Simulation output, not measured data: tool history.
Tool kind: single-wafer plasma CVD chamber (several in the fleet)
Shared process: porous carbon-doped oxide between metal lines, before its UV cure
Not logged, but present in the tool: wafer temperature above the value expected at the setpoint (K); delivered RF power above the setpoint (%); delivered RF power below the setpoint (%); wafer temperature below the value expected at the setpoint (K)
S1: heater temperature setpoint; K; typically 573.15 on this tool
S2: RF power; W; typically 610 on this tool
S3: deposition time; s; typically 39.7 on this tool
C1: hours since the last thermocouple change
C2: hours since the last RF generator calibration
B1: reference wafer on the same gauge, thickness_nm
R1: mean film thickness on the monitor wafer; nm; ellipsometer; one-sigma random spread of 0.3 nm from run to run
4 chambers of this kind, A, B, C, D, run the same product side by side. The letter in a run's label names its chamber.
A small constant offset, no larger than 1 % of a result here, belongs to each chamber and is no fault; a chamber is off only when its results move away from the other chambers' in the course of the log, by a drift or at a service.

run 1A hour=3.3 | S1=573.15 S2=610 S3=39.7 | C1=2135.7 C2=480.1 | B1=253.92 | R1=242.53
run 2B hour=9.2 | S1=573.15 S2=610 S3=39.7 | C1=210.4 C2=1453.5 | B1=253.90 | R1=243.96
run 3C hour=13.7 | S1=573.15 S2=610 S3=39.7 | C1=501.2 C2=438.5 | B1=253.80 | R1=242.87
run 4D hour=17.8 | S1=573.15 S2=610 S3=39.7 | C1=271.2 C2=1168.8 | B1=253.79 | R1=242.37
run 5C hour=21.3 | S1=573.15 S2=610 S3=39.7 | C1=508.8 C2=446.1 | B1=253.85 | R1=242.60
run 6B hour=25.5 | S1=573.15 S2=610 S3=39.7 | C1=226.7 C2=1469.8 | B1=253.73 | R1=244.05
run 7A hour=29.5 | S1=573.15 S2=610 S3=39.7 | C1=2161.9 C2=506.3 | B1=253.56 | R1=243.01
run 8D hour=34.6 | S1=573.15 S2=610 S3=39.7 | C1=288.0 C2=1185.6 | B1=253.56 | R1=242.36
run 9B hour=39.1 | S1=573.15 S2=610 S3=35.6 | C1=240.3 C2=1483.4 | B1=253.55 | R1=219.18
run 10A hour=43.6 | S1=573.15 S2=610 S3=35.6 | C1=2176.0 C2=520.4 | B1=253.56 | R1=217.91
run 11C hour=49.1 | S1=573.15 S2=610 S3=35.6 | C1=536.6 C2=473.9 | B1=253.33 | R1=217.78
run 12D hour=53.4 | S1=573.15 S2=610 S3=35.6 | C1=306.8 C2=1204.4 | B1=253.41 | R1=217.65
run 13C hour=57.4 | S1=573.15 S2=610 S3=39.7 | C1=544.9 C2=482.2 | B1=253.40 | R1=242.40
run 14A hour=62.1 | S1=573.15 S2=610 S3=39.7 | C1=2194.5 C2=538.9 | B1=253.27 | R1=242.09
run 15B hour=65.9 | S1=581.15 S2=610 S3=33.3 | C1=267.1 C2=1510.2 | B1=253.22 | R1=195.92
run 16D hour=68.7 | S1=581.15 S2=610 S3=33.3 | C1=322.1 C2=1219.7 | B1=253.28 | R1=195.03
run 17A hour=72.0 | S1=581.15 S2=610 S3=33.3 | C1=2204.4 C2=548.8 | B1=253.08 | R1=195.06
-- hour=73.7 chamber D: RF generator calibrated
run 18C hour=76.2 | S1=581.15 S2=610 S3=33.3 | C1=563.7 C2=501.0 | B1=253.08 | R1=194.51
run 19D hour=80.4 | S1=573.15 S2=610 S3=39.7 | C1=333.8 C2=6.8 | B1=252.98 | R1=241.36
run 20B hour=83.5 | S1=573.15 S2=610 S3=39.7 | C1=284.7 C2=1527.8 | B1=252.98 | R1=243.73
run 21C hour=89.3 | S1=573.15 S2=610 S3=39.7 | C1=576.8 C2=514.1 | B1=253.05 | R1=241.87
run 22A hour=93.6 | S1=573.15 S2=610 S3=39.7 | C1=2226.0 C2=570.4 | B1=252.87 | R1=241.46
run 23B hour=97.7 | S1=573.15 S2=610 S3=42.6 | C1=298.9 C2=1542.0 | B1=252.92 | R1=260.24
run 24D hour=102.6 | S1=573.15 S2=610 S3=42.6 | C1=356.0 C2=29.0 | B1=252.73 | R1=258.60
run 25A hour=107.1 | S1=573.15 S2=610 S3=42.6 | C1=2239.5 C2=583.9 | B1=252.74 | R1=259.26

The same settings go to every chamber for the next run, one line per chamber below. Forecast the results for each:
run 26A hour=111.4 | S1=573.15 S2=610 S3=39.7 | R1=?
run 26B hour=111.4 | S1=573.15 S2=610 S3=39.7 | R1=?
run 26C hour=111.4 | S1=573.15 S2=610 S3=39.7 | R1=?
run 26D hour=111.4 | S1=573.15 S2=610 S3=39.7 | R1=?

run=26A R1=242.03
run=26B R1=242.69
run=26C R1=241.22
run=26D R1=241.44
